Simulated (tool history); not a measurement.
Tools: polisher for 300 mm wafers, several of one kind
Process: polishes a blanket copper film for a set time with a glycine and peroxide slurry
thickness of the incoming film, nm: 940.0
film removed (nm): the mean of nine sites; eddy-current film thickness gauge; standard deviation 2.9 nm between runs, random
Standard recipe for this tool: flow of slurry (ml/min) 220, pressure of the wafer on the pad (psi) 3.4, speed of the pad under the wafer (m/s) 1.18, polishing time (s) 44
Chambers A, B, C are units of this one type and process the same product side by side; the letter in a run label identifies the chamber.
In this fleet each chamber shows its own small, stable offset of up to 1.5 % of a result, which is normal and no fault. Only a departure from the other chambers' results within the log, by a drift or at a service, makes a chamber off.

| run | hour | flow of slurry (ml/min) | pressure of the wafer on the pad (psi) | speed of the pad under the wafer (m/s) | polishing time (s) | film removed (nm) |
|---|---|---|---|---|---|---|
|  | 6.2 | chamber A: worn pad replaced by a new one |
| 1A | 7.4 | 220 | 3.4 | 1.18 | 44 | 273.80 |
| 2C | 13.1 | 220 | 3.4 | 1.18 | 44 | 274.35 |
| 3B | 21.1 | 220 | 3.4 | 1.18 | 44 | 278.82 |
| 4B | 32.7 | 220 | 3.4 | 1.18 | 44 | 273.01 |
|  | 39.9 | chamber B: worn pad replaced by a new one |
| 5A | 40.0 | 180 | 3.4 | 1.40 | 44 | 308.27 |
| 6C | 45.8 | 180 | 3.4 | 1.40 | 44 | 312.68 |
|  | 47.0 | chamber A: head pressure recalibrated |
|  | 51.1 | chamber C: slurry nozzle cleaned |
| 7C | 53.4 | 180 | 3.4 | 1.40 | 44 | 313.36 |
| 8A | 62.5 | 220 | 3.4 | 1.18 | 44 | 268.13 |
| 9B | 73.6 | 220 | 3.4 | 1.18 | 44 | 276.17 |
| 10B | 84.9 | 220 | 3.4 | 1.18 | 44 | 279.08 |
| 11A | 96.8 | 220 | 3.4 | 1.18 | 44 | 268.49 |
| 12C | 108.0 | 220 | 3.4 | 1.18 | 44 | 279.39 |
| 13C | 117.0 | 185 | 3.4 | 1.18 | 44 | 269.73 |
|  | 118.2 | chamber B: worn pad replaced by a new one |
|  | 125.3 | chamber A: worn pad replaced by a new one |
| 14A | 126.4 | 185 | 3.4 | 1.18 | 44 | 266.35 |
| 15B | 132.0 | 185 | 3.4 | 1.18 | 44 | 267.65 |
|  | 134.8 | chamber C: worn pad replaced by a new one |
| 16B | 140.1 | 220 | 3.4 | 1.18 | 44 | 270.44 |
| 17C | 151.4 | 220 | 3.9 | 1.18 | 44 | 310.46 |
| 18A | 161.1 | 220 | 3.9 | 1.18 | 44 | 303.72 |
| 19A | 170.2 | 220 | 3.9 | 1.18 | 44 | 308.08 |
| 20C | 179.4 | 220 | 3.4 | 1.18 | 44 | 277.03 |
| 21B | 191.9 | 220 | 3.4 | 1.18 | 44 | 277.59 |
|  | 192.9 | chamber B: worn pad replaced by a new one |
|  | 201.8 | chamber B: slurry nozzle cleaned |
| 22A | 201.8 | 220 | 3.4 | 1.18 | 44 | 269.47 |
| 23B | 212.6 | 220 | 3.4 | 1.18 | 44 | 273.65 |
| 24C | 224.4 | 220 | 3.4 | 1.18 | 44 | 272.58 |
| 25B | 233.1 | 220 | 3.4 | 1.18 | 44 | 272.59 |
| 26C | 244.1 | 220 | 3.4 | 1.18 | 44 | 271.13 |

All chambers now run identical settings, listed one chamber a line with results as question marks. What results will each chamber show?
| 27A | 253.3 | 220 | 3.4 | 1.18 | 34 | ? |
| 27B | 253.3 | 220 | 3.4 | 1.18 | 34 | ? |
| 27C | 253.3 | 220 | 3.4 | 1.18 | 34 | ? |

| run | film removed (nm) |
|---|---|
| 27A | 212.49 |
| 27B | 212.69 |
| 27C | 216.84 |

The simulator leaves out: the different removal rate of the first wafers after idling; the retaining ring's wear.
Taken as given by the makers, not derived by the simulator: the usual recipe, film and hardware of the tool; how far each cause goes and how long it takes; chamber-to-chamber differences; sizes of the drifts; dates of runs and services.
